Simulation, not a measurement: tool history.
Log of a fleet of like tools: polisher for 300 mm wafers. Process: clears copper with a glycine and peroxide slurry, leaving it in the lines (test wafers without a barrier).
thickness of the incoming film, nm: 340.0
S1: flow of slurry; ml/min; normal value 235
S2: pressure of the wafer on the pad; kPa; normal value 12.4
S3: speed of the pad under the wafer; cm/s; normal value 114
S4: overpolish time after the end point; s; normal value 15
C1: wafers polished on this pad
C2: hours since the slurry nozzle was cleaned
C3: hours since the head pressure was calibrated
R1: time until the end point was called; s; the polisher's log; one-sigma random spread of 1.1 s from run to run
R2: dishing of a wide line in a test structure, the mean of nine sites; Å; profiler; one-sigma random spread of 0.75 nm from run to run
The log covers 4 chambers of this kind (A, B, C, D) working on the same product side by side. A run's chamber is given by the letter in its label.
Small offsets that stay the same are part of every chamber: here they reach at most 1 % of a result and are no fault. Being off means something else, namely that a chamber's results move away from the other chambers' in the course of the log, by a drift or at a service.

Run 1C, hour 4.6: usual settings; C1 473; C2 60.8; C3 261.1. Result: R1 82.161 s, R2 411.93 Å.
Run 2A, hour 13.9: usual settings; C1 600; C2 72.8; C3 195.7. Result: R1 84.929 s, R2 406.38 Å.
Run 3D, hour 19.2: usual settings; C1 359; C2 535.9; C3 592.4. Result: R1 84.270 s, R2 421.25 Å.
Run 4B, hour 26.7: usual settings; C1 259; C2 190.2; C3 1479.7. Result: R1 85.914 s, R2 420.14 Å.
Run 5A, hour 31.4: usual settings but S4 21 s; C1 765; C2 90.3; C3 213.2. Result: R1 83.440 s, R2 541.87 Å.
At hour 36.9: chamber B: head pressure recalibrated.
Run 6C, hour 38.2: usual settings but S4 21 s; C1 790; C2 94.4; C3 294.7. Result: R1 84.003 s, R2 548.40 Å.
Run 7D, hour 47.0: usual settings but S4 21 s; C1 621; C2 563.7; C3 620.2. Result: R1 85.815 s, R2 549.76 Å.
At hour 51.2: chamber D: worn pad replaced by a new one.
Run 8B, hour 51.6: usual settings but S4 21 s; C1 494; C2 215.1; C3 14.8. Result: R1 83.345 s, R2 555.34 Å.
Run 9A, hour 56.2: usual settings; C1 999; C2 115.1; C3 238.0. Result: R1 82.931 s, R2 414.80 Å.
At hour 61.3: chamber C: worn pad replaced by a new one.
Run 10D, hour 64.7: usual settings but S1 295 ml/min, S4 23 s; C1 127; C2 581.4; C3 637.9. Result: R1 82.390 s, R2 593.01 Å.
Run 11C, hour 71.7: usual settings but S1 295 ml/min, S4 23 s; C1 98; C2 127.9; C3 328.2. Result: R1 80.995 s, R2 596.12 Å.
Run 12B, hour 78.8: usual settings but S1 295 ml/min, S4 23 s; C1 751; C2 242.3; C3 42.0. Result: R1 84.361 s, R2 588.40 Å.
Run 13B, hour 83.8: usual settings but S1 295 ml/min, S4 23 s; C1 798; C2 247.3; C3 47.0. Result: R1 83.531 s, R2 576.65 Å.
At hour 88.9: chamber B: worn pad replaced by a new one.
Run 14C, hour 90.1: usual settings but S2 13.8 kPa, S4 19 s; C1 272; C2 146.3; C3 346.6. Result: R1 77.574 s, R2 553.24 Å.
Run 15D, hour 96.8: usual settings but S2 13.8 kPa, S4 19 s; C1 430; C2 613.5; C3 670.0. Result: R1 77.100 s, R2 537.86 Å.
At hour 101.7: chamber A: worn pad replaced by a new one.
Run 16A, hour 102.0: usual settings but S2 13.8 kPa, S4 19 s; C1 3; C2 160.9; C3 283.8. Result: R1 79.236 s, R2 557.05 Å.
Run 17B, hour 110.9: usual settings but S2 13.8 kPa, S4 19 s; C1 207; C2 274.4; C3 74.1. Result: R1 78.627 s, R2 547.29 Å.
At hour 117.5: chamber D: worn pad replaced by a new one.
Run 18D, hour 119.8: usual settings; C1 21; C2 636.5; C3 693.0. Result: R1 83.088 s, R2 407.22 Å.
Run 19A, hour 125.9: usual settings; C1 228; C2 184.8; C3 307.7. Result: R1 84.255 s, R2 399.45 Å.
Run 20C, hour 132.7: usual settings; C1 673; C2 188.9; C3 389.2. Result: R1 83.256 s, R2 405.38 Å.
Run 21A, hour 139.6: usual settings; C1 357; C2 198.5; C3 321.4. Result: R1 84.647 s, R2 408.58 Å.
Run 22D, hour 144.1: usual settings; C1 251; C2 660.8; C3 717.3. Result: R1 85.262 s, R2 414.78 Å.
Run 23B, hour 149.1: usual settings; C1 568; C2 312.6; C3 112.3. Result: R1 84.789 s, R2 404.85 Å.
Run 24C, hour 154.2: usual settings but S3 150 cm/s, S4 12 s; C1 876; C2 210.4; C3 410.7. Result: R1 67.910 s, R2 418.00 Å.
Run 25C, hour 161.1: usual settings but S3 150 cm/s, S4 12 s; C1 941; C2 217.3; C3 417.6. Result: R1 68.947 s, R2 407.13 Å.
At hour 161.6: chamber C: worn pad replaced by a new one.
Run 26B, hour 166.5: usual settings but S3 150 cm/s, S4 12 s; C1 732; C2 330.0; C3 129.7. Result: R1 66.858 s, R2 394.45 Å.
Run 27A, hour 173.5: usual settings but S3 150 cm/s, S4 12 s; C1 677; C2 232.4; C3 355.3. Result: R1 69.828 s, R2 410.25 Å.
At hour 178.2: chamber D: worn pad replaced by a new one.
Run 28D, hour 181.9: usual settings; C1 35; C2 698.6; C3 755.1. Result: R1 85.282 s, R2 408.01 Å.
Run 29A, hour 188.2: usual settings; C1 816; C2 247.1; C3 370.0. Result: R1 86.303 s, R2 413.52 Å.
At hour 192.9: chamber A: head pressure recalibrated.
Run 30C, hour 192.9: usual settings; C1 295; C2 249.1; C3 449.4. Result: R1 85.021 s, R2 423.74 Å.
At hour 196.6: chamber B: worn pad replaced by a new one.
Run 31B, hour 201.0: usual settings; C1 42; C2 364.5; C3 164.2. Result: R1 82.765 s, R2 411.83 Å.
Run 32D, hour 206.1: usual settings; C1 263; C2 722.8; C3 779.3. Result: R1 84.756 s, R2 395.63 Å.
Run 33A, hour 213.2: usual settings; C1 1051; C2 272.1; C3 20.3. Result: R1 82.483 s, R2 416.06 Å.
Run 34B, hour 221.6: usual settings; C1 236; C2 385.1; C3 184.8. Result: R1 85.819 s, R2 427.87 Å.
Run 35C, hour 226.7: usual settings but S3 128 cm/s; C1 614; C2 282.9; C3 483.2. Result: R1 75.158 s, R2 448.23 Å.
At hour 233.5: chamber A: worn pad replaced by a new one.
Run 36D, hour 234.8: usual settings but S3 128 cm/s; C1 534; C2 751.5; C3 808.0. Result: R1 77.271 s, R2 428.58 Å.
Run 37A, hour 240.7: usual settings but S3 128 cm/s; C1 68; C2 299.6; C3 47.8. Result: R1 76.499 s, R2 454.70 Å.
Run 38D, hour 247.9: usual settings but S3 128 cm/s; C1 658; C2 764.6; C3 821.1. Result: R1 77.210 s, R2 446.59 Å.
At hour 254.8: chamber D: worn pad replaced by a new one.
Run 39B, hour 256.3: usual settings; C1 563; C2 419.8; C3 219.5. Result: R1 86.873 s, R2 418.66 Å.
At hour 258.5: chamber C: worn pad replaced by a new one.
Run 40C, hour 264.1: usual settings; C1 53; C2 320.3; C3 520.6. Result: R1 82.082 s, R2 410.14 Å.
Run 41C, hour 270.5: usual settings; C1 113; C2 326.7; C3 527.0. Result: R1 82.532 s, R2 413.67 Å.
Run 42D, hour 279.8: usual settings; C1 236; C2 796.5; C3 853.0. Result: R1 83.420 s, R2 407.94 Å.

Read the log: is a single chamber off, either drifting away or since a service, is the gauge that measures every chamber drifting, or is nothing wrong beyond small per-chamber offsets? Name any odd chamber and what most likely caused it.

The fleet is healthy, with each chamber sitting at its usual small offset and no drift in the gauge.

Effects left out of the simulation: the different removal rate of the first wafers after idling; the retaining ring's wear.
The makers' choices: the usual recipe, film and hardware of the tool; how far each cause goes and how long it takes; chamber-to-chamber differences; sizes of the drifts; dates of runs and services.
